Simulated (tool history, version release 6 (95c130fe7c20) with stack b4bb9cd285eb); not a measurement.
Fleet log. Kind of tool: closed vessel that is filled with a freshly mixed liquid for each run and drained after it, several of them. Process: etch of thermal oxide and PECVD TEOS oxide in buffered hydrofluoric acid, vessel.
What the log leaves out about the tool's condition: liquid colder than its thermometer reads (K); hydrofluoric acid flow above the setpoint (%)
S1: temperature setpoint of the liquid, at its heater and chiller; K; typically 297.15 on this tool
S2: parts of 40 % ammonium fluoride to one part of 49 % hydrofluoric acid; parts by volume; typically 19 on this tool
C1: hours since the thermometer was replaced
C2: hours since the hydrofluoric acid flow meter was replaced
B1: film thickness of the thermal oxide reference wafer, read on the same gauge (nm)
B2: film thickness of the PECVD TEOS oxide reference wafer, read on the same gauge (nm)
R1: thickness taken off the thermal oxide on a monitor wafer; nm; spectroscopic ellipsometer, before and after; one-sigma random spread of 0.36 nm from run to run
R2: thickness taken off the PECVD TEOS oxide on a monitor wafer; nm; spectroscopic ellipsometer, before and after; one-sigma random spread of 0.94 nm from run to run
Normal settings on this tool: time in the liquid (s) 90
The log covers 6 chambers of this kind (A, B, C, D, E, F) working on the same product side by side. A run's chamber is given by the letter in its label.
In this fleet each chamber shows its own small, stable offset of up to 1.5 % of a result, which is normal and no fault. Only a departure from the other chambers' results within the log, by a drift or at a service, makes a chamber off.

{"run": "1F", "day": 0.25, "S1": 297.15, "S2": 19, "time in the liquid (s)": 90, "C1": 1592.4, "C2": 1702.4, "B1": 120, "B2": 79.981, "R1": 53.032, "R2": 144.35}
{"run": "2C", "day": 0.546, "S1": 297.15, "S2": 19, "time in the liquid (s)": 90, "C1": 883.8, "C2": 1376.5, "B1": 120.01, "B2": 80.004, "R1": 52.323, "R2": 144.2}
{"run": "3E", "day": 0.7, "S1": 297.15, "S2": 19, "time in the liquid (s)": 90, "C1": 1775.3, "C2": 276.6, "B1": 119.97, "B2": 79.973, "R1": 51.809, "R2": 142.77}
{"run": "4D", "day": 0.883, "S1": 297.15, "S2": 19, "time in the liquid (s)": 90, "C1": 181.8, "C2": 564.5, "B1": 119.99, "B2": 80.012, "R1": 52.548, "R2": 147.37}
{"run": "5A", "day": 1.117, "S1": 297.15, "S2": 19, "time in the liquid (s)": 90, "C1": 1386.4, "C2": 75.2, "B1": 120, "B2": 80.001, "R1": 52.627, "R2": 145.97}
{"run": "6B", "day": 1.425, "S1": 297.15, "S2": 19, "time in the liquid (s)": 90, "C1": 628.8, "C2": 896, "B1": 120, "B2": 80.016, "R1": 52.437, "R2": 144.86}
{"day": 1.492, "done": "chamber E: thermometer replaced"}
{"run": "7D", "day": 1.704, "S1": 297.15, "S2": 19, "time in the liquid (s)": 90, "C1": 201.5, "C2": 584.2, "B1": 120.02, "B2": 80.006, "R1": 52.886, "R2": 147.93}
{"run": "8A", "day": 2.046, "S1": 297.15, "S2": 19, "time in the liquid (s)": 90, "C1": 1408.7, "C2": 97.5, "B1": 119.98, "B2": 80, "R1": 51.77, "R2": 146.73}
{"day": 2.279, "done": "chamber D: hydrofluoric acid flow meter replaced"}
{"run": "9B", "day": 2.321, "S1": 297.15, "S2": 19, "time in the liquid (s)": 90, "C1": 650.3, "C2": 917.5, "B1": 119.99, "B2": 79.971, "R1": 53.155, "R2": 143.11}
{"run": "10C", "day": 2.571, "S1": 297.15, "S2": 12.5, "time in the liquid (s)": 90, "C1": 932.4, "C2": 1425.1, "B1": 120.04, "B2": 80.016, "R1": 80.897, "R2": 220.09}
{"run": "11F", "day": 2.888, "S1": 297.15, "S2": 12.5, "time in the liquid (s)": 90, "C1": 1655.7, "C2": 1765.7, "B1": 120, "B2": 80, "R1": 80.198, "R2": 221.82}
{"run": "12E", "day": 3.083, "S1": 297.15, "S2": 12.5, "time in the liquid (s)": 90, "C1": 38.3, "C2": 333.8, "B1": 120.02, "B2": 80.046, "R1": 77.731, "R2": 213.5}
{"run": "13F", "day": 3.362, "S1": 297.15, "S2": 12.5, "time in the liquid (s)": 90, "C1": 1667.1, "C2": 1777.1, "B1": 120, "B2": 79.99, "R1": 80.318, "R2": 219.86}
{"run": "14C", "day": 3.525, "S1": 297.15, "S2": 12.5, "time in the liquid (s)": 90, "C1": 955.3, "C2": 1448, "B1": 120.01, "B2": 79.985, "R1": 79.787, "R2": 220.6}
{"run": "15D", "day": 3.683, "S1": 297.15, "S2": 12.5, "time in the liquid (s)": 90, "C1": 249, "C2": 33.7, "B1": 119.97, "B2": 80.036, "R1": 79.895, "R2": 224.16}
{"run": "16E", "day": 3.9, "S1": 299.65, "S2": 19, "time in the liquid (s)": 50, "C1": 57.9, "C2": 353.4, "B1": 119.97, "B2": 80.005, "R1": 33.104, "R2": 92.209}
{"run": "17B", "day": 4.079, "S1": 299.65, "S2": 19, "time in the liquid (s)": 50, "C1": 692.5, "C2": 959.7, "B1": 120, "B2": 79.999, "R1": 33.789, "R2": 91.153}
{"run": "18A", "day": 4.262, "S1": 299.65, "S2": 19, "time in the liquid (s)": 50, "C1": 1461.9, "C2": 150.7, "B1": 119.97, "B2": 80.011, "R1": 33.773, "R2": 93.423}
{"run": "19B", "day": 4.492, "S1": 299.65, "S2": 19, "time in the liquid (s)": 50, "C1": 702.4, "C2": 969.6, "B1": 119.96, "B2": 79.974, "R1": 33.854, "R2": 90.744}
{"run": "20E", "day": 4.658, "S1": 299.65, "S2": 19, "time in the liquid (s)": 50, "C1": 76.1, "C2": 371.6, "B1": 120.02, "B2": 79.984, "R1": 33.577, "R2": 91.887}
{"run": "21C", "day": 4.917, "S1": 299.65, "S2": 19, "time in the liquid (s)": 50, "C1": 988.7, "C2": 1481.4, "B1": 120.07, "B2": 80.008, "R1": 33.523, "R2": 92.445}
{"run": "22D", "day": 5.079, "S1": 297.15, "S2": 19, "time in the liquid (s)": 90, "C1": 282.5, "C2": 67.2, "B1": 119.96, "B2": 80, "R1": 52.802, "R2": 145.59}
{"run": "23F", "day": 5.333, "S1": 297.15, "S2": 19, "time in the liquid (s)": 90, "C1": 1714.4, "C2": 1824.4, "B1": 119.97, "B2": 80, "R1": 53.249, "R2": 144.05}
{"run": "24A", "day": 5.654, "S1": 297.15, "S2": 19, "time in the liquid (s)": 90, "C1": 1495.3, "C2": 184.1, "B1": 120.01, "B2": 80.004, "R1": 52.698, "R2": 147.45}
{"run": "25B", "day": 5.883, "S1": 297.15, "S2": 19, "time in the liquid (s)": 90, "C1": 735.8, "C2": 1003, "B1": 120.02, "B2": 79.951, "R1": 52.746, "R2": 142.9}
{"run": "26C", "day": 6.196, "S1": 295.65, "S2": 22.5, "time in the liquid (s)": 90, "C1": 1019.4, "C2": 1512.1, "B1": 120, "B2": 80.014, "R1": 42.324, "R2": 117.14}
{"run": "27F", "day": 6.388, "S1": 295.65, "S2": 22.5, "time in the liquid (s)": 90, "C1": 1739.7, "C2": 1849.7, "B1": 120, "B2": 80.002, "R1": 43.041, "R2": 116.55}
{"run": "28E", "day": 6.662, "S1": 295.65, "S2": 22.5, "time in the liquid (s)": 90, "C1": 124.2, "C2": 419.7, "B1": 119.99, "B2": 80.006, "R1": 41.576, "R2": 116.69}
{"run": "29A", "day": 6.921, "S1": 295.65, "S2": 22.5, "time in the liquid (s)": 90, "C1": 1525.7, "C2": 214.5, "B1": 120.04, "B2": 80.003, "R1": 42.192, "R2": 117.99}
{"run": "30D", "day": 7.15, "S1": 295.65, "S2": 22.5, "time in the liquid (s)": 90, "C1": 332.2, "C2": 116.9, "B1": 119.98, "B2": 80.044, "R1": 42.622, "R2": 118.01}
{"run": "31D", "day": 7.458, "S1": 295.65, "S2": 22.5, "time in the liquid (s)": 90, "C1": 339.6, "C2": 124.3, "B1": 120.03, "B2": 79.955, "R1": 42.561, "R2": 118.89}
{"run": "32A", "day": 7.775, "S1": 297.15, "S2": 19, "time in the liquid (s)": 90, "C1": 1546.2, "C2": 235, "B1": 119.97, "B2": 80.005, "R1": 52.509, "R2": 145.82}
{"run": "33C", "day": 8.008, "S1": 297.15, "S2": 19, "time in the liquid (s)": 90, "C1": 1062.9, "C2": 1555.6, "B1": 120, "B2": 79.992, "R1": 52.191, "R2": 143.3}
{"run": "34E", "day": 8.342, "S1": 297.15, "S2": 19, "time in the liquid (s)": 90, "C1": 164.5, "C2": 460, "B1": 120, "B2": 79.975, "R1": 51.943, "R2": 143.8}
{"run": "35B", "day": 8.508, "S1": 297.15, "S2": 19, "time in the liquid (s)": 90, "C1": 798.8, "C2": 1066, "B1": 119.99, "B2": 80.006, "R1": 52.782, "R2": 142.24}
{"run": "36F", "day": 8.667, "S1": 297.15, "S2": 19, "time in the liquid (s)": 90, "C1": 1794.4, "C2": 1904.4, "B1": 120.02, "B2": 80.034, "R1": 52.414, "R2": 143.66}
{"run": "37E", "day": 8.979, "S1": 297.15, "S2": 19, "time in the liquid (s)": 90, "C1": 179.8, "C2": 475.3, "B1": 120.03, "B2": 79.966, "R1": 52.084, "R2": 143.69}
{"run": "38C", "day": 9.283, "S1": 299.65, "S2": 14.5, "time in the liquid (s)": 90, "C1": 1093.5, "C2": 1586.2, "B1": 119.99, "B2": 80.032, "R1": 78.834, "R2": 215.33}
{"run": "39D", "day": 9.438, "S1": 299.65, "S2": 14.5, "time in the liquid (s)": 90, "C1": 387.1, "C2": 171.8, "B1": 119.99, "B2": 80.006, "R1": 79.697, "R2": 217.48}

Read the log: is a single chamber off, either drifting away or since a service, is the gauge that measures every chamber drifting, or is nothing wrong beyond small per-chamber offsets? Name any odd chamber and what most likely caused it.

Neither any chamber nor the gauge drifts; the chambers differ only by their own small, steady offsets.
